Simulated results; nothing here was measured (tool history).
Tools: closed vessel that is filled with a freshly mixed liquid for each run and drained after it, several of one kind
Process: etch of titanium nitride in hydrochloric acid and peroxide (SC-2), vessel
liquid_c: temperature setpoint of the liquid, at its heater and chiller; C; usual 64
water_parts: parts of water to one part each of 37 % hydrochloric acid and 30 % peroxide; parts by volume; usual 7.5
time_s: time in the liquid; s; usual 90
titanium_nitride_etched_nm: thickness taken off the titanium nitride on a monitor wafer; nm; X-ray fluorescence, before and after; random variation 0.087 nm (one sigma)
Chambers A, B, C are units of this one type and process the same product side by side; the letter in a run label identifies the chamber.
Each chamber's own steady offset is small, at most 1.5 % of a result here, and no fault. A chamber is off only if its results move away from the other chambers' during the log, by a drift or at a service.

| run | hour | liquid_c | water_parts | time_s | read-back film thickness of the titanium nitride reference wafer, read on the same gauge (nm) | titanium_nitride_etched_nm |
|---|---|---|---|---|---|---|
| 1C | 6.4 | 64 | 7.5 | 90 | 99.972 | 10.895 |
| 2A | 17.6 | 64 | 7.5 | 90 | 100.01 | 10.912 |
| 3B | 31.3 | 64 | 7.5 | 90 | 99.996 | 10.826 |
| 4A | 45.7 | 64 | 7.5 | 90 | 100.01 | 10.824 |
|  | 48.9 | chamber B: chemicals flow meter replaced |
| 5B | 57.1 | 64 | 7.5 | 90 | 100 | 10.914 |
| 6C | 67.2 | 64 | 7.5 | 90 | 99.973 | 10.891 |
| 7C | 76.3 | 64 | 7.5 | 90 | 99.985 | 10.81 |
| 8B | 87.9 | 64 | 7.5 | 90 | 100.02 | 10.978 |
| 9A | 98.8 | 64 | 7.5 | 90 | 99.995 | 10.811 |
| 10B | 109.9 | 64 | 7.5 | 90 | 100.02 | 10.845 |
| 11A | 122.9 | 64 | 7.5 | 90 | 99.996 | 10.92 |
| 12C | 130 | 64 | 7.5 | 90 | 100.01 | 10.699 |
| 13A | 138.9 | 64 | 7.5 | 90 | 100 | 10.874 |
| 14B | 149.6 | 64 | 7.5 | 90 | 99.999 | 10.971 |
| 15C | 158.6 | 64 | 7.5 | 90 | 99.987 | 10.594 |
| 16B | 166.5 | 64 | 7.5 | 90 | 100.01 | 10.688 |
| 17C | 177.7 | 64 | 7.5 | 90 | 100.01 | 10.545 |
| 18A | 190.5 | 64 | 7.5 | 90 | 99.98 | 10.851 |
| 19B | 197.5 | 64 | 7.5 | 125 | 100.01 | 15.056 |
| 20C | 206.5 | 64 | 7.5 | 125 | 99.96 | 14.664 |
| 21A | 220.6 | 64 | 7.5 | 125 | 100.01 | 14.76 |
| 22C | 228 | 64 | 7.5 | 90 | 100.03 | 10.392 |
|  | 231.1 | chamber B: thermometer replaced |
| 23B | 239.4 | 64 | 7.5 | 90 | 100 | 10.843 |
| 24A | 250.9 | 64 | 7.5 | 90 | 99.982 | 10.676 |
| 25C | 263.3 | 64 | 7.5 | 90 | 100 | 10.294 |
| 26A | 273.2 | 64 | 7.5 | 90 | 99.984 | 10.798 |
| 27B | 282.4 | 64 | 7.5 | 90 | 99.994 | 11 |
| 28B | 296.4 | 68 | 7.5 | 90 | 99.993 | 13.848 |
| 29C | 304.7 | 68 | 7.5 | 90 | 100.01 | 12.942 |
| 30A | 311.3 | 68 | 7.5 | 90 | 99.963 | 13.705 |
|  | 320.7 | chamber A: chemicals flow meter replaced |
| 31B | 324 | 64 | 7.5 | 90 | 99.979 | 10.813 |
| 32A | 337.1 | 64 | 7.5 | 90 | 99.989 | 10.939 |
| 33C | 345.4 | 64 | 7.5 | 90 | 99.991 | 10.056 |
| 34C | 352 | 64 | 7.5 | 90 | 99.996 | 9.9909 |

Is one chamber out of step, is the gauge drifting, or do the chambers differ by no more than their own small offsets? For an off chamber, give its letter and the likeliest cause.

One chamber, C, drifts off from the rest bit by bit.
Cause: liquid colder than its thermometer reads (K) = 1.36.
It could be hard to tell apart here from: chemicals flow below the setpoint (%); peroxide weaker than its label (%).

Chamber C could run next with any of the 4 candidate recipes listed below; each alters the usual settings, and their results appear as question marks. Which one brings its results back in line with what the other chambers deliver on the usual settings?
In line here means within this much of the mean the other chambers give on the usual settings: titanium_nitride_etched_nm 0.3 nm
| 35C-1 | 362.4 | 62 | 7.5 | 90 |  | ? |
| 35C-2 | 362.4 | 63.5 | 7.5 | 85 |  | ? |
| 35C-3 | 362.4 | 66 | 7.5 | 90 |  | ? |
| 35C-4 | 362.4 | 64.5 | 7.5 | 95 |  | ? |

On the usual settings, the other chambers give on average: titanium_nitride_etched_nm 10.829 nm
| run | titanium_nitride_etched_nm |
|---|---|
| 35C-1 | 8.8666 |
| 35C-2 | 9.1873 |
| 35C-3 | 11.33 |
| 35C-4 | 10.915 |
35C-4 brings the chamber back in line.

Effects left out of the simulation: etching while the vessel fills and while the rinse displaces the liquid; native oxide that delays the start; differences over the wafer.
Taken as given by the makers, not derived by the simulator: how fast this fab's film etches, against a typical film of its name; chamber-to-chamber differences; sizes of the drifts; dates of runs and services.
